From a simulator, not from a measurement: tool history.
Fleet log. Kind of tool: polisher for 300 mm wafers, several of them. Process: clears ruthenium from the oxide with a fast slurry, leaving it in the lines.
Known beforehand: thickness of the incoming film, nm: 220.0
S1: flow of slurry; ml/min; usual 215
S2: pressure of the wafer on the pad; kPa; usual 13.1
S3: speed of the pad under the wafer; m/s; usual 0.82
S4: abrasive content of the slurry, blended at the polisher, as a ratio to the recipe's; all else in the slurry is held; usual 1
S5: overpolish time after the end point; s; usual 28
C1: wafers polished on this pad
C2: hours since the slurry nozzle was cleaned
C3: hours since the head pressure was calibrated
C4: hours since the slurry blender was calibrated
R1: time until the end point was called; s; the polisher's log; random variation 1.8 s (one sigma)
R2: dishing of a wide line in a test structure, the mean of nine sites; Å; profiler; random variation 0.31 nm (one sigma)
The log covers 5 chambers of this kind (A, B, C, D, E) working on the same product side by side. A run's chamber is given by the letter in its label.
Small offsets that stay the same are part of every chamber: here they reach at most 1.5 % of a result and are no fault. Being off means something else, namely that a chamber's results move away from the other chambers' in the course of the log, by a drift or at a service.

run,hour,S1,S2,S3,S4,S5,C1,C2,C3,C4,R1,R2
# hour 7.2: chamber C: slurry blender recalibrated
# hour 7.7: chamber C: slurry nozzle cleaned
1B,9.7,215,13.1,0.82,1,28,357,200.1,758.2,156.7,109.640,291.11
2A,16.8,215,13.1,0.82,1,28,664,276.7,59.6,131.9,106.310,289.95
# hour 26.6: chamber E: slurry blender recalibrated
3C,27.5,215,13.1,0.82,1,28,280,19.9,133.3,20.4,109.110,291.79
# hour 34.9: chamber E: worn pad replaced by a new one
4E,38.2,215,13.1,0.82,1,28,31,252.1,113.2,11.6,111.960,296.91
5D,45.1,155,13.1,0.82,1,28,518,211.3,901.8,492.6,115.270,288.88
# hour 46.3: chamber A: slurry blender recalibrated
# hour 51.4: chamber A: worn pad replaced by a new one
6C,56.6,155,13.1,0.82,1,28,557,49.0,162.4,49.5,112.940,289.02
# hour 62.6: chamber D: slurry blender recalibrated
7D,63.8,155,13.1,0.82,1,28,696,230.0,920.5,1.2,116.910,288.09
# hour 66.2: chamber D: slurry nozzle cleaned
8A,74.6,155,13.1,0.82,1,28,221,334.5,117.4,28.4,116.030,288.94
9E,84.7,155,13.1,0.82,1,28,473,298.6,159.7,58.1,116.020,288.06
# hour 87.2: chamber C: worn pad replaced by a new one
10B,96.2,280,13.1,0.82,1,28,1180,286.6,844.7,243.2,104.980,298.67
11B,106.8,280,13.1,0.82,1,28,1280,297.2,855.3,253.8,108.490,291.57
12C,114.9,280,13.1,0.82,1,28,263,107.3,220.7,107.8,103.610,290.91
# hour 121.6: chamber D: worn pad replaced by a new one
13E,122.9,280,13.1,0.82,1,28,836,336.8,197.9,96.3,105.680,302.40
# hour 125.8: chamber E: worn pad replaced by a new one
14A,132.8,280,13.1,0.82,1,28,774,392.7,175.6,86.6,107.000,300.96
# hour 136.2: chamber B: worn pad replaced by a new one
# hour 141.8: chamber B: slurry nozzle cleaned
# hour 143.4: chamber A: worn pad replaced by a new one
15D,143.7,215,13.1,0.82,1,28,210,77.5,1000.4,81.1,110.620,293.44
16B,154.5,215,13.1,0.82,1,28,174,12.7,903.0,301.5,108.420,289.03
17A,163.1,215,13.1,0.82,1,28,188,423.0,205.9,116.9,110.670,295.66
18C,168.9,215,13.1,0.82,1,28,777,161.3,274.7,161.8,108.810,289.31
19E,174.9,215,13.1,0.82,1,28,467,388.8,249.9,148.3,112.420,295.32
20D,180.1,215,13.1,0.82,1,28,556,113.9,1036.8,117.5,109.450,296.55
21B,188.7,215,13.1,0.82,1,28,499,46.9,937.2,335.7,110.570,294.43
22A,195.6,215,13.1,0.82,1,28,497,455.5,238.4,149.4,107.210,295.25
# hour 195.9: chamber B: slurry blender recalibrated
# hour 197.0: chamber C: worn pad replaced by a new one
23D,207.4,215,13.1,0.82,1,28,816,141.2,1064.1,144.8,110.670,293.84
# hour 211.3: chamber D: head pressure recalibrated
24C,216.6,190,13.1,1.08,1,28,186,209.0,322.4,209.5,85.711,331.10
# hour 221.3: chamber A: slurry blender recalibrated
25E,226.9,190,13.1,1.08,1,28,961,440.8,301.9,200.3,84.163,335.58
# hour 230.8: chamber A: worn pad replaced by a new one
26B,235.0,190,13.1,1.08,1,28,939,93.2,983.5,39.2,86.854,324.65
# hour 240.9: chamber D: worn pad replaced by a new one
27D,242.4,190,13.1,1.08,1,28,14,176.2,31.2,179.8,94.730,311.23
# hour 244.1: chamber E: worn pad replaced by a new one
28E,249.2,190,13.1,1.08,1,28,48,463.1,324.2,222.6,84.996,331.12
29A,257.7,215,13.1,0.82,1,28,256,517.6,300.5,36.5,109.770,293.06
# hour 263.8: chamber A: slurry nozzle cleaned
30C,265.9,215,13.1,0.82,1,28,655,258.3,371.7,258.8,109.760,288.07
31C,277.0,280,13.1,0.82,1,16,760,269.4,382.8,269.9,103.710,210.01
32D,284.6,280,13.1,0.82,1,16,415,218.4,73.4,222.0,118.340,196.86
# hour 286.8: chamber D: slurry nozzle cleaned
33B,293.2,280,13.1,0.82,1,16,1493,151.4,1041.7,97.4,106.580,209.21
# hour 298.6: chamber C: worn pad replaced by a new one
34E,299.9,280,13.1,0.82,1,16,530,513.8,374.9,273.3,109.090,214.98
35A,307.3,280,13.1,0.82,1,16,727,43.5,350.1,86.1,106.150,214.60
36C,315.4,215,10.3,0.82,1,28,159,307.8,421.2,308.3,140.670,258.98
# hour 320.1: chamber A: worn pad replaced by a new one
37D,321.0,215,10.3,0.82,1,28,761,34.2,109.8,258.4,156.690,238.14
38A,326.7,215,10.3,0.82,1,28,63,62.9,369.5,105.5,134.950,256.20

Predict what each chamber gives when all 5 of them run the settings below next.
39A,335.1,215,13.1,0.82,1,13,,,,,?,?
39B,335.1,215,13.1,0.82,1,13,,,,,?,?
39C,335.1,215,13.1,0.82,1,13,,,,,?,?
39D,335.1,215,13.1,0.82,1,13,,,,,?,?
39E,335.1,215,13.1,0.82,1,13,,,,,?,?

run,R1,R2
39A,107.390,181.34
39B,107.940,180.75
39C,112.260,176.89
39D,123.830,164.21
39E,110.030,179.40

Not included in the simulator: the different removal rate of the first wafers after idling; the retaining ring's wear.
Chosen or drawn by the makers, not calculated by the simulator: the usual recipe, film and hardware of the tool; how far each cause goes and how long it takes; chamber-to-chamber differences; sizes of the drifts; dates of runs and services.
